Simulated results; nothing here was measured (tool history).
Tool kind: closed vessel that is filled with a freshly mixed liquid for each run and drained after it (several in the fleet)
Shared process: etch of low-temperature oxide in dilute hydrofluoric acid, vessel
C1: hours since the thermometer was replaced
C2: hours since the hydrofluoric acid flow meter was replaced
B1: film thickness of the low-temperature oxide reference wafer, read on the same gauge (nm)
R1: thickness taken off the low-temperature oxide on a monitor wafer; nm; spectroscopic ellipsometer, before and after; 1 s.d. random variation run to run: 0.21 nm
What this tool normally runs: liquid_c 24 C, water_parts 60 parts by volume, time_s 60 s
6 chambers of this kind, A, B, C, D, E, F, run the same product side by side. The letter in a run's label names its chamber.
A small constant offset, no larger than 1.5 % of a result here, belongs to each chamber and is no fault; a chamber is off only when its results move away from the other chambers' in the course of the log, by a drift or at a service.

{"hour": 7.0, "done": "chamber D: thermometer replaced"}
{"run": "1D", "hour": 9.0, "liquid_c": 24, "water_parts": 60, "time_s": 60, "C1": 2.1, "C2": 230.4, "B1": 89.993, "R1": 22.451}
{"run": "2F", "hour": 23.8, "liquid_c": 24, "water_parts": 60, "time_s": 60, "C1": 689.9, "C2": 1374.1, "B1": 89.985, "R1": 22.143}
{"run": "3E", "hour": 32.3, "liquid_c": 24, "water_parts": 60, "time_s": 60, "C1": 344, "C2": 2744.7, "B1": 90.01, "R1": 22.21}
{"run": "4B", "hour": 47.6, "liquid_c": 24, "water_parts": 60, "time_s": 60, "C1": 1697.8, "C2": 491.9, "B1": 90.003, "R1": 22.263}
{"run": "5C", "hour": 58.4, "liquid_c": 24, "water_parts": 60, "time_s": 60, "C1": 661.7, "C2": 228.4, "B1": 90.002, "R1": 22.508}
{"run": "6A", "hour": 68.0, "liquid_c": 24, "water_parts": 75, "time_s": 40, "C1": 814.5, "C2": 2297.3, "B1": 89.983, "R1": 11.827}
{"run": "7C", "hour": 79.5, "liquid_c": 24, "water_parts": 75, "time_s": 40, "C1": 682.8, "C2": 249.5, "B1": 89.986, "R1": 11.329}
{"hour": 81.1, "done": "chamber E: hydrofluoric acid flow meter replaced"}
{"run": "8B", "hour": 91.7, "liquid_c": 24, "water_parts": 75, "time_s": 40, "C1": 1741.9, "C2": 536, "B1": 90.001, "R1": 11.623}
{"run": "9D", "hour": 104.9, "liquid_c": 24, "water_parts": 75, "time_s": 40, "C1": 98, "C2": 326.3, "B1": 89.987, "R1": 11.351}
{"run": "10A", "hour": 119.2, "liquid_c": 24, "water_parts": 75, "time_s": 40, "C1": 865.7, "C2": 2348.5, "B1": 90.004, "R1": 11.731}
{"hour": 127.0, "done": "chamber A: hydrofluoric acid flow meter replaced"}
{"run": "11F", "hour": 127.4, "liquid_c": 24, "water_parts": 75, "time_s": 40, "C1": 793.5, "C2": 1477.7, "B1": 89.996, "R1": 11.525}
{"run": "12E", "hour": 134.2, "liquid_c": 27.5, "water_parts": 60, "time_s": 60, "C1": 445.9, "C2": 53.1, "B1": 90.009, "R1": 25.598}
{"run": "13D", "hour": 148.3, "liquid_c": 27.5, "water_parts": 60, "time_s": 60, "C1": 141.4, "C2": 369.7, "B1": 90.013, "R1": 24.928}
{"run": "14C", "hour": 160.8, "liquid_c": 27.5, "water_parts": 60, "time_s": 60, "C1": 764.1, "C2": 330.8, "B1": 90.002, "R1": 25.36}
{"run": "15B", "hour": 172.9, "liquid_c": 27.5, "water_parts": 60, "time_s": 60, "C1": 1823.1, "C2": 617.2, "B1": 90.01, "R1": 25.651}
{"run": "16A", "hour": 182.1, "liquid_c": 27.5, "water_parts": 60, "time_s": 60, "C1": 928.6, "C2": 55.1, "B1": 89.991, "R1": 25.691}
{"run": "17F", "hour": 196.6, "liquid_c": 27.5, "water_parts": 60, "time_s": 60, "C1": 862.7, "C2": 1546.9, "B1": 89.991, "R1": 25.821}
{"run": "18E", "hour": 204.3, "liquid_c": 24, "water_parts": 60, "time_s": 60, "C1": 516, "C2": 123.2, "B1": 90.012, "R1": 22.118}
{"run": "19E", "hour": 215.5, "liquid_c": 24, "water_parts": 60, "time_s": 60, "C1": 527.2, "C2": 134.4, "B1": 90, "R1": 22.625}
{"run": "20C", "hour": 229.5, "liquid_c": 24, "water_parts": 60, "time_s": 60, "C1": 832.8, "C2": 399.5, "B1": 90.008, "R1": 22.334}
{"run": "21B", "hour": 238.9, "liquid_c": 24, "water_parts": 60, "time_s": 60, "C1": 1889.1, "C2": 683.2, "B1": 90.008, "R1": 22.02}
{"run": "22F", "hour": 251.3, "liquid_c": 24, "water_parts": 60, "time_s": 60, "C1": 917.4, "C2": 1601.6, "B1": 89.991, "R1": 22.34}
{"run": "23A", "hour": 261.1, "liquid_c": 24, "water_parts": 60, "time_s": 60, "C1": 1007.6, "C2": 134.1, "B1": 90.018, "R1": 22.506}
{"run": "24D", "hour": 275.6, "liquid_c": 24, "water_parts": 60, "time_s": 60, "C1": 268.7, "C2": 497, "B1": 90.011, "R1": 21.029}
{"run": "25B", "hour": 289.4, "liquid_c": 27, "water_parts": 60, "time_s": 60, "C1": 1939.6, "C2": 733.7, "B1": 90.003, "R1": 25.238}
{"run": "26C", "hour": 296.9, "liquid_c": 27, "water_parts": 60, "time_s": 60, "C1": 900.2, "C2": 466.9, "B1": 89.995, "R1": 24.726}
{"run": "27D", "hour": 310.7, "liquid_c": 27, "water_parts": 60, "time_s": 60, "C1": 303.8, "C2": 532.1, "B1": 90.016, "R1": 23.6}
{"run": "28E", "hour": 324.7, "liquid_c": 27, "water_parts": 60, "time_s": 60, "C1": 636.4, "C2": 243.6, "B1": 89.996, "R1": 25.103}
{"run": "29A", "hour": 331.7, "liquid_c": 27, "water_parts": 60, "time_s": 60, "C1": 1078.2, "C2": 204.7, "B1": 90.015, "R1": 25.487}
{"run": "30F", "hour": 346.6, "liquid_c": 27, "water_parts": 60, "time_s": 60, "C1": 1012.7, "C2": 1696.9, "B1": 90.007, "R1": 24.763}
{"run": "31F", "hour": 354.2, "liquid_c": 24, "water_parts": 60, "time_s": 60, "C1": 1020.3, "C2": 1704.5, "B1": 90.001, "R1": 22.379}
{"run": "32C", "hour": 361.1, "liquid_c": 24, "water_parts": 60, "time_s": 60, "C1": 964.4, "C2": 531.1, "B1": 89.992, "R1": 22.28}
{"run": "33B", "hour": 372.2, "liquid_c": 24, "water_parts": 60, "time_s": 60, "C1": 2022.4, "C2": 816.5, "B1": 90, "R1": 22.433}
{"hour": 375.1, "done": "chamber F: thermometer replaced"}
{"run": "34A", "hour": 381.6, "liquid_c": 24, "water_parts": 60, "time_s": 60, "C1": 1128.1, "C2": 254.6, "B1": 89.99, "R1": 22.601}
{"run": "35D", "hour": 389.7, "liquid_c": 24, "water_parts": 60, "time_s": 60, "C1": 382.8, "C2": 611.1, "B1": 90.001, "R1": 20.23}
{"run": "36E", "hour": 396.9, "liquid_c": 24, "water_parts": 60, "time_s": 60, "C1": 708.6, "C2": 315.8, "B1": 90.021, "R1": 22.223}
{"run": "37A", "hour": 409.8, "liquid_c": 24, "water_parts": 60, "time_s": 60, "C1": 1156.3, "C2": 282.8, "B1": 89.995, "R1": 22.741}
{"run": "38F", "hour": 418.0, "liquid_c": 24, "water_parts": 60, "time_s": 60, "C1": 42.9, "C2": 1768.3, "B1": 89.997, "R1": 22.062}

Is one chamber out of step, is the gauge drifting, or do the chambers differ by no more than their own small offsets? For an off chamber, give its letter and the likeliest cause.

One chamber, D, drifts off from the rest bit by bit.
What lies behind it: hydrofluoric acid flow below the setpoint (%) = 8.87.
The log may not tell that from: liquid colder than its thermometer reads (K).

Chamber D could run next with any of the 4 candidate recipes listed below; each alters the usual settings, and their results appear as question marks. Which one brings its results back in line with what the other chambers deliver on the usual settings?
In-line tolerance around the mean of the other chambers on the usual settings: R1 0.74 nm
{"run": "39D-1", "hour": 429.1, "liquid_c": 24, "water_parts": 55, "time_s": 60, "R1": "?"}
{"run": "39D-2", "hour": 429.1, "liquid_c": 23.5, "water_parts": 65, "time_s": 60, "R1": "?"}
{"run": "39D-3", "hour": 429.1, "liquid_c": 23, "water_parts": 60, "time_s": 60, "R1": "?"}
{"run": "39D-4", "hour": 429.1, "liquid_c": 25, "water_parts": 60, "time_s": 60, "R1": "?"}

On the usual settings, the other chambers give on average: R1 22.255 nm
run=39D-1 R1=22.381
run=39D-2 R1=18.252
run=39D-3 R1=19.534
run=39D-4 R1=21.162
The answer is 39D-1, which returns the chamber to within the allowed miss of the others.
